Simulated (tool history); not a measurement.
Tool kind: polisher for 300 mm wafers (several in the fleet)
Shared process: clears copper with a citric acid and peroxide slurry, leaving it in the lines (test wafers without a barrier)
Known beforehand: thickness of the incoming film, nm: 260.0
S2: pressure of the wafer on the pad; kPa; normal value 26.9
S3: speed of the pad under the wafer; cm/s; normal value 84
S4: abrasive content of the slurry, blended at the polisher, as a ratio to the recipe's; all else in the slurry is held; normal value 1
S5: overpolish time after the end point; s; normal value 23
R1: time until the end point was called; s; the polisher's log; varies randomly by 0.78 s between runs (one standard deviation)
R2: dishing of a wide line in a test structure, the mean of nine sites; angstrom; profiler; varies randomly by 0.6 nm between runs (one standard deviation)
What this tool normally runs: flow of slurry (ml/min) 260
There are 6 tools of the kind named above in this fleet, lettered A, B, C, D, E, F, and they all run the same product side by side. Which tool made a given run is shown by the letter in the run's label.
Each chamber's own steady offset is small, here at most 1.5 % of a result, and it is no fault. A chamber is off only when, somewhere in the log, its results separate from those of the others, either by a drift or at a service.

{"run": "1B", "hour": 4.5, "flow of slurry (ml/min)": 260, "S2": 26.9, "S3": 84, "S4": 1, "S5": 23, "R1": 87.497, "R2": 428.94}
{"run": "2E", "hour": 8.8, "flow of slurry (ml/min)": 260, "S2": 26.9, "S3": 84, "S4": 1, "S5": 23, "R1": 89.664, "R2": 421.92}
{"hour": 9.1, "done": "chamber C: slurry blender recalibrated"}
{"run": "3F", "hour": 16.0, "flow of slurry (ml/min)": 260, "S2": 26.9, "S3": 84, "S4": 1, "S5": 23, "R1": 87.126, "R2": 425.34}
{"hour": 21.6, "done": "chamber A: head pressure recalibrated"}
{"run": "4C", "hour": 22.9, "flow of slurry (ml/min)": 260, "S2": 26.9, "S3": 84, "S4": 1, "S5": 23, "R1": 87.98, "R2": 437.06}
{"run": "5D", "hour": 29.6, "flow of slurry (ml/min)": 260, "S2": 26.9, "S3": 84, "S4": 1, "S5": 23, "R1": 88.557, "R2": 429.97}
{"run": "6A", "hour": 33.8, "flow of slurry (ml/min)": 260, "S2": 26.9, "S3": 84, "S4": 1, "S5": 23, "R1": 88.451, "R2": 428.5}
{"hour": 37.7, "done": "chamber A: worn pad replaced by a new one"}
{"run": "7A", "hour": 39.8, "flow of slurry (ml/min)": 260, "S2": 26.9, "S3": 84, "S4": 1, "S5": 23, "R1": 88.064, "R2": 422.02}
{"hour": 40.3, "done": "chamber C: worn pad replaced by a new one"}
{"hour": 40.3, "done": "chamber A: slurry blender recalibrated"}
{"run": "8F", "hour": 44.2, "flow of slurry (ml/min)": 260, "S2": 26.9, "S3": 84, "S4": 1, "S5": 23, "R1": 86.957, "R2": 437.16}
{"run": "9B", "hour": 49.2, "flow of slurry (ml/min)": 260, "S2": 26.9, "S3": 84, "S4": 1, "S5": 23, "R1": 89.163, "R2": 431.15}
{"run": "10E", "hour": 53.4, "flow of slurry (ml/min)": 260, "S2": 26.9, "S3": 84, "S4": 1, "S5": 23, "R1": 88.882, "R2": 434.24}
{"hour": 53.6, "done": "chamber E: worn pad replaced by a new one"}
{"hour": 56.6, "done": "chamber E: head pressure recalibrated"}
{"run": "11D", "hour": 59.0, "flow of slurry (ml/min)": 260, "S2": 26.9, "S3": 84, "S4": 1, "S5": 23, "R1": 88.02, "R2": 425.6}
{"run": "12C", "hour": 64.1, "flow of slurry (ml/min)": 260, "S2": 26.9, "S3": 84, "S4": 1, "S5": 23, "R1": 88.565, "R2": 437.03}
{"run": "13B", "hour": 70.7, "flow of slurry (ml/min)": 260, "S2": 26.9, "S3": 84, "S4": 1, "S5": 23, "R1": 88.615, "R2": 424.85}
{"run": "14F", "hour": 75.8, "flow of slurry (ml/min)": 260, "S2": 26.9, "S3": 84, "S4": 1, "S5": 23, "R1": 88.784, "R2": 433.19}
{"hour": 78.4, "done": "chamber A: slurry nozzle cleaned"}
{"run": "15E", "hour": 79.7, "flow of slurry (ml/min)": 260, "S2": 26.9, "S3": 84, "S4": 1, "S5": 23, "R1": 87.788, "R2": 413.22}
{"run": "16D", "hour": 86.5, "flow of slurry (ml/min)": 260, "S2": 26.9, "S3": 84, "S4": 1, "S5": 23, "R1": 88.409, "R2": 425.19}
{"hour": 86.6, "done": "chamber D: worn pad replaced by a new one"}
{"run": "17C", "hour": 91.8, "flow of slurry (ml/min)": 260, "S2": 26.9, "S3": 84, "S4": 1, "S5": 23, "R1": 88.181, "R2": 434.58}
{"hour": 96.1, "done": "chamber F: worn pad replaced by a new one"}
{"run": "18A", "hour": 97.5, "flow of slurry (ml/min)": 260, "S2": 26.9, "S3": 84, "S4": 1, "S5": 23, "R1": 87.701, "R2": 424.67}
{"run": "19D", "hour": 102.9, "flow of slurry (ml/min)": 260, "S2": 26.9, "S3": 84, "S4": 1, "S5": 23, "R1": 88.752, "R2": 429.05}
{"run": "20B", "hour": 110.0, "flow of slurry (ml/min)": 260, "S2": 26.9, "S3": 84, "S4": 1, "S5": 23, "R1": 88.358, "R2": 424.5}
{"run": "21E", "hour": 114.8, "flow of slurry (ml/min)": 260, "S2": 26.9, "S3": 84, "S4": 1, "S5": 23, "R1": 89.675, "R2": 420.93}
{"hour": 115.0, "done": "chamber F: slurry blender recalibrated"}
{"run": "22A", "hour": 119.0, "flow of slurry (ml/min)": 260, "S2": 26.9, "S3": 84, "S4": 1, "S5": 23, "R1": 88.259, "R2": 417.89}
{"hour": 124.9, "done": "chamber B: worn pad replaced by a new one"}
{"run": "23F", "hour": 126.3, "flow of slurry (ml/min)": 260, "S2": 26.9, "S3": 84, "S4": 1, "S5": 23, "R1": 88.278, "R2": 433.24}
{"run": "24C", "hour": 131.8, "flow of slurry (ml/min)": 260, "S2": 26.9, "S3": 84, "S4": 1, "S5": 23, "R1": 88.034, "R2": 432.71}
{"run": "25C", "hour": 139.4, "flow of slurry (ml/min)": 260, "S2": 26.9, "S3": 84, "S4": 1, "S5": 23, "R1": 87.129, "R2": 427.36}
{"run": "26A", "hour": 145.9, "flow of slurry (ml/min)": 260, "S2": 26.9, "S3": 84, "S4": 1, "S5": 23, "R1": 88.979, "R2": 424.48}
{"run": "27E", "hour": 151.8, "flow of slurry (ml/min)": 260, "S2": 26.9, "S3": 84, "S4": 1, "S5": 23, "R1": 89.793, "R2": 426.69}
{"run": "28F", "hour": 158.7, "flow of slurry (ml/min)": 290, "S2": 26.9, "S3": 84, "S4": 0.75, "S5": 23, "R1": 92.293, "R2": 430.7}
{"hour": 158.8, "done": "chamber B: slurry nozzle cleaned"}
{"run": "29B", "hour": 162.1, "flow of slurry (ml/min)": 290, "S2": 26.9, "S3": 84, "S4": 0.75, "S5": 23, "R1": 91.809, "R2": 415.12}
{"hour": 164.8, "done": "chamber E: worn pad replaced by a new one"}
{"run": "30D", "hour": 166.6, "flow of slurry (ml/min)": 290, "S2": 26.9, "S3": 84, "S4": 0.75, "S5": 23, "R1": 92.925, "R2": 411.85}
{"run": "31A", "hour": 171.2, "flow of slurry (ml/min)": 290, "S2": 26.9, "S3": 84, "S4": 0.75, "S5": 23, "R1": 92.453, "R2": 410.26}
{"run": "32E", "hour": 175.4, "flow of slurry (ml/min)": 290, "S2": 26.9, "S3": 84, "S4": 0.75, "S5": 23, "R1": 95.691, "R2": 394.87}
{"run": "33B", "hour": 181.0, "flow of slurry (ml/min)": 290, "S2": 26.9, "S3": 84, "S4": 0.75, "S5": 23, "R1": 93.257, "R2": 413.89}
{"run": "34D", "hour": 186.2, "flow of slurry (ml/min)": 260, "S2": 26.9, "S3": 84, "S4": 1, "S5": 23, "R1": 88.02, "R2": 436.39}
{"run": "35C", "hour": 192.6, "flow of slurry (ml/min)": 260, "S2": 26.9, "S3": 84, "S4": 1, "S5": 23, "R1": 86.875, "R2": 443.68}
{"hour": 195.6, "done": "chamber A: worn pad replaced by a new one"}
{"run": "36F", "hour": 196.7, "flow of slurry (ml/min)": 260, "S2": 26.9, "S3": 84, "S4": 1, "S5": 23, "R1": 89.054, "R2": 441.52}
{"run": "37A", "hour": 201.9, "flow of slurry (ml/min)": 260, "S2": 26.9, "S3": 84, "S4": 1, "S5": 23, "R1": 88.548, "R2": 424.8}
{"run": "38E", "hour": 205.3, "flow of slurry (ml/min)": 260, "S2": 26.9, "S3": 84, "S4": 1, "S5": 23, "R1": 92.616, "R2": 415.05}
{"run": "39D", "hour": 211.3, "flow of slurry (ml/min)": 260, "S2": 26.9, "S3": 84, "S4": 1, "S5": 23, "R1": 87.459, "R2": 429.45}
{"hour": 211.9, "done": "chamber D: head pressure recalibrated"}
{"run": "40C", "hour": 216.1, "flow of slurry (ml/min)": 260, "S2": 26.9, "S3": 84, "S4": 1, "S5": 23, "R1": 87.708, "R2": 431.73}
{"run": "41B", "hour": 219.8, "flow of slurry (ml/min)": 260, "S2": 26.9, "S3": 84, "S4": 1, "S5": 23, "R1": 87.98, "R2": 430.77}
{"hour": 223.4, "done": "chamber D: worn pad replaced by a new one"}
{"run": "42F", "hour": 225.9, "flow of slurry (ml/min)": 260, "S2": 26.9, "S3": 84, "S4": 1, "S5": 23, "R1": 86.795, "R2": 437.37}
{"run": "43E", "hour": 232.7, "flow of slurry (ml/min)": 260, "S2": 26.9, "S3": 84, "S4": 1, "S5": 19, "R1": 94.106, "R2": 359}
{"run": "44D", "hour": 236.4, "flow of slurry (ml/min)": 260, "S2": 26.9, "S3": 84, "S4": 1, "S5": 19, "R1": 87.514, "R2": 376.42}

Each of the 6 chambers runs these same settings next. Fill in every chamber's results:
{"run": "45A", "hour": 241.8, "flow of slurry (ml/min)": 260, "S2": 26.9, "S3": 84, "S4": 1, "S5": 14, "R1": "?", "R2": "?"}
{"run": "45B", "hour": 241.8, "flow of slurry (ml/min)": 260, "S2": 26.9, "S3": 84, "S4": 1, "S5": 14, "R1": "?", "R2": "?"}
{"run": "45C", "hour": 241.8, "flow of slurry (ml/min)": 260, "S2": 26.9, "S3": 84, "S4": 1, "S5": 14, "R1": "?", "R2": "?"}
{"run": "45D", "hour": 241.8, "flow of slurry (ml/min)": 260, "S2": 26.9, "S3": 84, "S4": 1, "S5": 14, "R1": "?", "R2": "?"}
{"run": "45E", "hour": 241.8, "flow of slurry (ml/min)": 260, "S2": 26.9, "S3": 84, "S4": 1, "S5": 14, "R1": "?", "R2": "?"}
{"run": "45F", "hour": 241.8, "flow of slurry (ml/min)": 260, "S2": 26.9, "S3": 84, "S4": 1, "S5": 14, "R1": "?", "R2": "?"}

run=45A R1=87.918 R2=277.03
run=45B R1=89.069 R2=281.06
run=45C R1=88.515 R2=291.29
run=45D R1=89.122 R2=283.27
run=45E R1=92.728 R2=268.59
run=45F R1=88.013 R2=288.16

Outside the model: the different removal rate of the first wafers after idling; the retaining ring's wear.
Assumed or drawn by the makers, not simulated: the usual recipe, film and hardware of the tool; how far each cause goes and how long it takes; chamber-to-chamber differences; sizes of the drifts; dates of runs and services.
